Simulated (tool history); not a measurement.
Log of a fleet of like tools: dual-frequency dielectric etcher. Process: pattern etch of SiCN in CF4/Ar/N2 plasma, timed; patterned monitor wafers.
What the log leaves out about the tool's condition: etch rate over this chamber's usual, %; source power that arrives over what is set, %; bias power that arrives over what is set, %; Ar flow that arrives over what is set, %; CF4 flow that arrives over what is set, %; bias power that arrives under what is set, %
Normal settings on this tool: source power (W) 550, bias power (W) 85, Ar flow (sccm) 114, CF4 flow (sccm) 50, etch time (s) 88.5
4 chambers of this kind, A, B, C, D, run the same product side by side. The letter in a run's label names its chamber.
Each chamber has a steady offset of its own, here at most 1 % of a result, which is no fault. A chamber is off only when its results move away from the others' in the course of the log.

run    day  source power (W)  bias power (W)  Ar flow (sccm)  CF4 flow (sccm)  etch time (s)  hours since the last wet clean  hours since the last source power generator calibration  hours since the last bias power generator calibration  hours since the last Ar flow controller change  hours since the last CF4 flow controller change  read-back reference wafer on the same gauge, depth_nm  mean etch depth across the wafer (angstrom)
 1C  0.429               550              85             114               50           88.5                           173.0                                                   4497.0                                                 3033.8                                          1629.3                                            382.3                                                 84.731                                       903.55
 2B  0.704               550              85             114               50           88.5                           395.1                                                    735.1                                                 1770.9                                          3188.5                                            852.5                                                 84.815                                       897.00
     0.933  -- chamber A: wet clean of the chamber
 3A  0.975               550              85             114               50           88.5                             1.1                                                   2963.5                                                  446.9                                          2103.6                                           1051.2                                                 84.758                                       902.55
 4D  1.342               550              85             114               50           88.5                           326.9                                                    805.1                                                 2097.5                                          2594.6                                           1236.2                                                 84.801                                       888.58
 5A  1.629               550              85             114               50           88.5                            16.8                                                   2979.2                                                  462.6                                          2119.3                                           1066.9                                                 84.850                                       898.84
 6C  1.854               550              85             114               50           88.5                           207.2                                                   4531.2                                                 3068.0                                          1663.5                                            416.5                                                 84.784                                       897.55
 7D  2.262               550              85             114               50           88.5                           349.0                                                    827.2                                                 2119.6                                          2616.7                                           1258.3                                                 84.717                                       893.22
     2.288  -- chamber B: wet clean of the chamber
 8B  2.533               550              85             126               50           88.5                             6.0                                                    779.0                                                 1814.8                                          3232.4                                            896.4                                                 84.794                                       886.18
 9D  2.892               550              85             126               50           88.5                           364.1                                                    842.3                                                 2134.7                                          2631.8                                           1273.4                                                 84.813                                       876.23
10A  3.358               550              85             126               50           88.5                            58.3                                                   3020.7                                                  504.1                                          2160.8                                           1108.4                                                 84.820                                       884.89
11C  3.604               550              85             126               50           88.5                           249.2                                                   4573.2                                                 3110.0                                          1705.5                                            458.5                                                 84.798                                       894.80
12B  4.054               550              85             114               54           69.5                            42.5                                                    815.5                                                 1851.3                                          3268.9                                            932.9                                                 84.803                                       717.74
13A  4.483               550              85             114               54           69.5                            85.3                                                   3047.7                                                  531.1                                          2187.8                                           1135.4                                                 84.871                                       714.64
14C  4.921               550              85             114               54           69.5                           280.8                                                   4604.8                                                 3141.6                                          1737.1                                            490.1                                                 84.790                                       723.58
15D  5.300               550              85             114               54           69.5                           421.9                                                    900.1                                                 2192.5                                          2689.6                                           1331.2                                                 84.688                                       707.73
16B  5.517               420              67             114               50           88.5                            77.6                                                    850.6                                                 1886.4                                          3304.0                                            968.0                                                 84.811                                       653.27
17B  5.804               420              67             114               50           88.5                            84.5                                                    857.5                                                 1893.3                                          3310.9                                            974.9                                                 84.828                                       650.55
18A  6.288               420              67             114               50           88.5                           128.6                                                   3091.0                                                  574.4                                          2231.1                                           1178.7                                                 84.792                                       651.35
19C  6.596               420              67             114               50           88.5                           321.0                                                   4645.0                                                 3181.8                                          1777.3                                            530.3                                                 84.792                                       672.38
     6.654  -- chamber D: wet clean of the chamber
20D  6.846               550              85             114               50           88.5                             4.6                                                    937.2                                                 2229.6                                          2726.7                                           1368.3                                                 84.848                                       888.34
21D  7.196               550              85             114               50           88.5                            13.0                                                    945.6                                                 2238.0                                          2735.1                                           1376.7                                                 84.848                                       888.77
22B  7.604               550              85             114               50           88.5                           127.7                                                    900.7                                                 1936.5                                          3354.1                                           1018.1                                                 84.741                                       899.68
23A  8.075               550              85             114               50           88.5                           171.5                                                   3133.9                                                  617.3                                          2274.0                                           1221.6                                                 84.835                                       896.90
24C  8.396               550              85             114               50           88.5                           364.2                                                   4688.2                                                 3225.0                                          1820.5                                            573.5                                                 84.885                                       935.13

What goes on in this fleet: one chamber off, a drifting gauge, or nothing beyond the chambers' own small offsets? Name the chamber and the cause, if any.

It is chamber C that slowly wanders off from its peers.
Cause: etch rate over this chamber's usual, % = 4.63.
It could be hard to tell apart here from: source power that arrives over what is set, %.

Below are 4 candidate recipes for chamber C's next run, each the usual settings with a change, their results shown as question marks. Which of them brings C's results back in line with what the other chambers give on the usual settings?
Maximum distance from the other chambers' mean on the usual settings for a result to count as in line: mean etch depth across the wafer (angstrom) 10.00
25C-1  8.746               530              84             115               50           83.5                                                                                                                                                                                                                                                                                                                                                    ?
25C-2  8.746               560              86             114               50           91.0                                                                                                                                                                                                                                                                                                                                                    ?
25C-3  8.746               550              76             119               50           88.5                                                                                                                                                                                                                                                                                                                                                    ?
25C-4  8.746               610              85             112               51           88.5                                                                                                                                                                                                                                                                                                                                                    ?

Mean of the other chambers on the usual settings: mean etch depth across the wafer (angstrom) 896.35
  run  mean etch depth across the wafer (angstrom)
25C-1                                       854.42
25C-2                                       987.54
25C-3                                       895.92
25C-4                                      1037.10
With 25C-3, the chamber falls back in line with the rest.

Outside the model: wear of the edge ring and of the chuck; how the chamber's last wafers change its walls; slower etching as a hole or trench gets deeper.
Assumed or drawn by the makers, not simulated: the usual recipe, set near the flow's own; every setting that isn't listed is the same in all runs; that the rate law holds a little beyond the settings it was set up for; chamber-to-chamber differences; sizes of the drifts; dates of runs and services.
